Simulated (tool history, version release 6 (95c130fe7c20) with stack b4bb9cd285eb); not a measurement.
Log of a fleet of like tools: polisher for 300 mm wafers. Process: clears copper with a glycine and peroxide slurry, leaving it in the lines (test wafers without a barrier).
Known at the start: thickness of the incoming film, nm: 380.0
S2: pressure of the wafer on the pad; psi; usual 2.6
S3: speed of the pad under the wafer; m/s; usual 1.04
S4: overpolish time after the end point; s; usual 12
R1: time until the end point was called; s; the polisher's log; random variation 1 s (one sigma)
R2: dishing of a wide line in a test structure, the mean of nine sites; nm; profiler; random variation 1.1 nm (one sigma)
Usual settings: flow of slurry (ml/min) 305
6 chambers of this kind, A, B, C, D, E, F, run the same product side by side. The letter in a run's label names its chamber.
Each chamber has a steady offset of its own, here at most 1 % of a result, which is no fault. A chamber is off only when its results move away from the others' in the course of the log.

-- hour=1.8 chamber B: worn pad replaced by a new one
run 1B hour=15.8 | flow_of_slurry_(ml/min)=305 S2=2.6 S3=1.04 S4=12 | R1=70.434 R2=47.479
run 2A hour=26.4 | flow_of_slurry_(ml/min)=305 S2=2.6 S3=1.04 S4=12 | R1=69.904 R2=46.972
-- hour=33.9 chamber C: worn pad replaced by a new one
-- hour=36.0 chamber A: worn pad replaced by a new one
run 3F hour=42.1 | flow_of_slurry_(ml/min)=305 S2=2.6 S3=1.04 S4=12 | R1=71.240 R2=45.222
run 4E hour=56.8 | flow_of_slurry_(ml/min)=305 S2=2.6 S3=1.04 S4=12 | R1=73.086 R2=45.700
run 5C hour=71.8 | flow_of_slurry_(ml/min)=305 S2=2.6 S3=1.04 S4=12 | R1=70.554 R2=46.005
run 6D hour=86.1 | flow_of_slurry_(ml/min)=305 S2=2.6 S3=1.04 S4=12 | R1=70.158 R2=46.062
run 7A hour=98.2 | flow_of_slurry_(ml/min)=305 S2=2.6 S3=1.04 S4=12 | R1=67.435 R2=47.416
-- hour=100.6 chamber D: worn pad replaced by a new one
run 8C hour=105.8 | flow_of_slurry_(ml/min)=305 S2=2.6 S3=1.04 S4=12 | R1=70.535 R2=44.636
run 9B hour=115.7 | flow_of_slurry_(ml/min)=305 S2=1.9 S3=1.32 S4=12 | R1=73.932 R2=41.017
-- hour=116.0 chamber E: worn pad replaced by a new one
-- hour=126.4 chamber B: worn pad replaced by a new one
run 10E hour=130.8 | flow_of_slurry_(ml/min)=305 S2=1.9 S3=1.32 S4=12 | R1=74.306 R2=42.167
-- hour=135.4 chamber C: worn pad replaced by a new one
-- hour=137.4 chamber A: worn pad replaced by a new one
run 11D hour=142.8 | flow_of_slurry_(ml/min)=305 S2=1.9 S3=1.32 S4=12 | R1=76.003 R2=42.560
-- hour=151.0 chamber C: slurry nozzle cleaned
-- hour=154.3 chamber D: head pressure recalibrated
run 12F hour=155.8 | flow_of_slurry_(ml/min)=305 S2=1.9 S3=1.32 S4=12 | R1=76.129 R2=40.119
run 13B hour=165.9 | flow_of_slurry_(ml/min)=305 S2=1.9 S3=1.32 S4=12 | R1=73.700 R2=43.120
run 14D hour=181.8 | flow_of_slurry_(ml/min)=305 S2=1.9 S3=1.32 S4=12 | R1=74.329 R2=41.529
run 15C hour=189.6 | flow_of_slurry_(ml/min)=305 S2=2.3 S3=1.04 S4=8 | R1=77.779 R2=29.519
-- hour=201.4 chamber E: slurry nozzle cleaned
run 16A hour=202.4 | flow_of_slurry_(ml/min)=305 S2=2.3 S3=1.04 S4=8 | R1=75.718 R2=29.509
run 17E hour=211.2 | flow_of_slurry_(ml/min)=305 S2=2.3 S3=1.04 S4=8 | R1=78.265 R2=29.155
run 18F hour=226.4 | flow_of_slurry_(ml/min)=305 S2=2.3 S3=1.04 S4=8 | R1=80.324 R2=28.024
-- hour=232.0 chamber C: head pressure recalibrated
-- hour=233.3 chamber B: worn pad replaced by a new one
run 19C hour=234.4 | flow_of_slurry_(ml/min)=305 S2=2.3 S3=1.04 S4=8 | R1=77.753 R2=28.418
-- hour=234.7 chamber C: worn pad replaced by a new one
-- hour=239.6 chamber D: worn pad replaced by a new one
-- hour=243.3 chamber E: worn pad replaced by a new one
run 20A hour=247.2 | flow_of_slurry_(ml/min)=305 S2=2.3 S3=1.04 S4=8 | R1=77.998 R2=29.477
-- hour=249.3 chamber A: worn pad replaced by a new one
run 21E hour=262.7 | flow_of_slurry_(ml/min)=305 S2=2.6 S3=1.04 S4=12 | R1=68.610 R2=45.658
-- hour=268.5 chamber F: slurry nozzle cleaned
run 22D hour=276.3 | flow_of_slurry_(ml/min)=305 S2=2.6 S3=1.04 S4=12 | R1=70.894 R2=45.348
run 23F hour=286.5 | flow_of_slurry_(ml/min)=305 S2=2.6 S3=1.04 S4=12 | R1=71.748 R2=41.836
run 24B hour=294.6 | flow_of_slurry_(ml/min)=305 S2=2.6 S3=1.04 S4=12 | R1=70.725 R2=44.588
run 25A hour=302.1 | flow_of_slurry_(ml/min)=305 S2=2.6 S3=1.04 S4=12 | R1=68.639 R2=46.709
run 26E hour=317.7 | flow_of_slurry_(ml/min)=305 S2=2.6 S3=1.04 S4=12 | R1=71.906 R2=47.642
-- hour=320.3 chamber C: worn pad replaced by a new one
run 27D hour=328.4 | flow_of_slurry_(ml/min)=305 S2=2.6 S3=1.04 S4=12 | R1=69.257 R2=45.795
-- hour=336.7 chamber E: head pressure recalibrated
run 28B hour=342.1 | flow_of_slurry_(ml/min)=305 S2=2.6 S3=1.04 S4=12 | R1=71.712 R2=44.752
-- hour=355.3 chamber A: worn pad replaced by a new one
run 29F hour=357.6 | flow_of_slurry_(ml/min)=305 S2=2.6 S3=1.04 S4=12 | R1=74.210 R2=43.588
-- hour=361.5 chamber B: worn pad replaced by a new one
run 30C hour=368.3 | flow_of_slurry_(ml/min)=305 S2=2.6 S3=1.04 S4=12 | R1=67.433 R2=45.501
run 31B hour=379.4 | flow_of_slurry_(ml/min)=305 S2=2.6 S3=1.04 S4=12 | R1=70.944 R2=42.847
-- hour=384.7 chamber D: worn pad replaced by a new one
run 32D hour=390.1 | flow_of_slurry_(ml/min)=305 S2=2.6 S3=0.90 S4=12 | R1=78.888 R2=42.966
-- hour=400.8 chamber E: worn pad replaced by a new one
-- hour=402.1 chamber B: slurry nozzle cleaned
run 33E hour=403.1 | flow_of_slurry_(ml/min)=305 S2=2.6 S3=0.90 S4=12 | R1=80.871 R2=41.173
run 34F hour=413.6 | flow_of_slurry_(ml/min)=305 S2=2.6 S3=0.90 S4=12 | R1=85.909 R2=38.287
run 35C hour=422.5 | flow_of_slurry_(ml/min)=305 S2=2.6 S3=0.90 S4=12 | R1=80.408 R2=41.219
-- hour=429.1 chamber C: worn pad replaced by a new one
run 36A hour=433.3 | flow_of_slurry_(ml/min)=305 S2=2.6 S3=0.90 S4=12 | R1=79.379 R2=42.921
run 37B hour=441.1 | flow_of_slurry_(ml/min)=305 S2=2.6 S3=0.90 S4=12 | R1=79.522 R2=42.566
-- hour=441.5 chamber A: worn pad replaced by a new one
run 38D hour=449.8 | flow_of_slurry_(ml/min)=305 S2=2.6 S3=1.04 S4=12 | R1=70.453 R2=46.008
run 39C hour=462.1 | flow_of_slurry_(ml/min)=225 S2=2.6 S3=1.22 S4=12 | R1=64.091 R2=51.018
run 40F hour=475.9 | flow_of_slurry_(ml/min)=225 S2=2.6 S3=1.22 S4=12 | R1=70.348 R2=47.267
run 41A hour=486.0 | flow_of_slurry_(ml/min)=225 S2=2.6 S3=1.22 S4=12 | R1=62.237 R2=49.732
run 42E hour=497.5 | flow_of_slurry_(ml/min)=225 S2=2.6 S3=1.22 S4=12 | R1=65.897 R2=49.180

Is one chamber off against the others, does the gauge drift, or is nothing wrong? If a chamber is off, say which, and what the likeliest cause is.

Chamber F drifts away from the others.
Cause: removal rate lost through wear of the pad, % = 10.3.
The log may not tell that from: head's pressure below its setpoint, %.

Here are 4 candidates for chamber F's next run, each the usual settings with a change, their results left as question marks. Which one brings its results back in line with what the others give on the usual settings?
In line means no further than this from the other chambers' mean on the usual settings: R1 3.700 s; R2 4.000 nm
run 43F-1 hour=508.9 | flow_of_slurry_(ml/min)=305 S2=2.4 S3=0.98 S4=12 | R1=? R2=?
run 43F-2 hour=508.9 | flow_of_slurry_(ml/min)=305 S2=2.8 S3=1.10 S4=12 | R1=? R2=?
run 43F-3 hour=508.9 | flow_of_slurry_(ml/min)=300 S2=2.3 S3=0.92 S4=12 | R1=? R2=?
run 43F-4 hour=508.9 | flow_of_slurry_(ml/min)=310 S2=2.9 S3=1.16 S4=12 | R1=? R2=?

The other chambers' mean on the usual settings: R1 70.436 s; R2 45.653 nm
run=43F-1 R1=86.136 R2=37.356
run=43F-2 R1=69.180 R2=45.478
run=43F-3 R1=93.698 R2=34.636
run=43F-4 R1=64.167 R2=48.566
43F-2 brings the chamber back in line.
